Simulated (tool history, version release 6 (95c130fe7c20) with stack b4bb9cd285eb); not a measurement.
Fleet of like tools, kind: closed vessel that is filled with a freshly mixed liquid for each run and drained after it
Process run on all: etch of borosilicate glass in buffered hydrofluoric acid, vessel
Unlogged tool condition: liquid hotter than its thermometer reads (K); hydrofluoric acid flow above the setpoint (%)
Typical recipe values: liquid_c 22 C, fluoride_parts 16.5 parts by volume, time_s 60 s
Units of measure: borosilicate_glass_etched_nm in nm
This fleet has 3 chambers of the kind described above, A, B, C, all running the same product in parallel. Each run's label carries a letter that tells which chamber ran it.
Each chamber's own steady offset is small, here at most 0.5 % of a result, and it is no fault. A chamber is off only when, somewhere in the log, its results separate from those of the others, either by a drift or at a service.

run,day,liquid_c,fluoride_parts,time_s,hours since the thermometer was replaced,hours since the hydrofluoric acid flow meter was replaced,"read-back film thickness of the borosilicate glass reference wafer, read on the same gauge (nm)",borosilicate_glass_etched_nm
1B,0.412,22,16.5,60,2178.3,606.6,120.01,40.609
2C,0.871,22,16.5,60,1435.2,661.1,120.04,41.201
3A,1.167,22,16.5,60,311.1,750.1,119.98,40.693
4B,1.633,22,16.5,60,2207.6,635.9,120.01,40.571
5C,2.058,22,16.5,60,1463.7,689.6,119.99,41.465
# day 2.575: chamber A: hydrofluoric acid flow meter replaced
6A,2.604,22,11.5,40,345.6,0.7,120,39.563
7B,2.917,22,11.5,40,2238.4,666.7,120.01,38.717
8C,3.204,22,11.5,40,1491.2,717.1,119.98,38.668
9A,3.638,22,16.5,60,370.4,25.5,120.03,40.4
10B,4.146,22,16.5,60,2267.9,696.2,120,41.98
11A,4.612,22,16.5,60,393.8,48.9,120.01,41.331
12C,5.112,22,16.5,60,1537,762.9,120,41.004
13C,5.371,22,16.5,60,1543.2,769.1,120.02,41.51
14B,5.917,22,16.5,60,2310.4,738.7,120.03,42.409
15A,6.242,22,16.5,60,432.9,88,119.99,41.467
16A,6.725,22,16.5,60,444.5,99.6,120,41.361
17C,6.983,22,16.5,60,1581.9,807.8,120.01,41.414
18B,7.288,24.5,16.5,30,2343.3,771.6,120.03,24.291
# day 7.442: chamber C: hydrofluoric acid flow meter replaced
19C,7.75,24.5,16.5,30,1600.3,7.5,119.99,23.376
20A,8.071,24.5,16.5,30,476.8,131.9,120,23.648
21B,8.546,24,21.5,60,2373.5,801.8,120.02,37.117
22B,9.012,24,21.5,60,2384.7,813,119.99,36.903
23C,9.546,24,21.5,60,1643.4,50.6,120.01,35.409
24A,9.85,22,16.5,60,519.5,174.6,120,41.03
# day 9.917: chamber C: thermometer replaced
25A,10.288,24,11,60,530,185.1,120,68.068
26C,10.796,24,11,60,21.1,80.6,120,68.99
27B,11.271,24,11,60,2438.9,867.2,119.99,73.414
28C,11.658,22,16.5,60,41.8,101.3,119.99,41.003
29B,12.121,22,16.5,60,2459.3,887.6,119.97,45.062
30A,12.371,20.5,16.5,30,580,235.1,120,19.12
31A,12.896,20.5,16.5,30,592.6,247.7,120.03,19.083
32B,13.4,20.5,16.5,30,2490,918.3,119.99,20.901
33C,13.679,26.5,22,60,90.3,149.8,120.01,39.772

Read the log: is a single chamber off, either drifting away or since a service, is the gauge that measures every chamber drifting, or is nothing wrong beyond small per-chamber offsets? Name any odd chamber and what most likely caused it.

One chamber, B, drifts off from the rest bit by bit.
Cause: hydrofluoric acid flow above the setpoint (%) = 11.7.
The log may not tell that from: liquid hotter than its thermometer reads (K).

Here are 4 candidates for chamber B's next run, each the usual settings with a change, their results left as question marks. Which one brings its results back in line with what the others give on the usual settings?
Counts as in line when no further than this from what the other chambers average on the usual settings: borosilicate_glass_etched_nm 1.3 nm
34B-1,14.075,22.5,16,60,,,,?
34B-2,14.075,22,16,65,,,,?
34B-3,14.075,21.5,17,60,,,,?
34B-4,14.075,20,16.5,60,,,,?

The other chambers' mean on the usual settings: borosilicate_glass_etched_nm 41.092 nm
run,borosilicate_glass_etched_nm
34B-1,48.051
34B-2,50.69
34B-3,42.893
34B-4,40.752
The right change is 34B-4: it brings the chamber back within the allowed miss of the others.
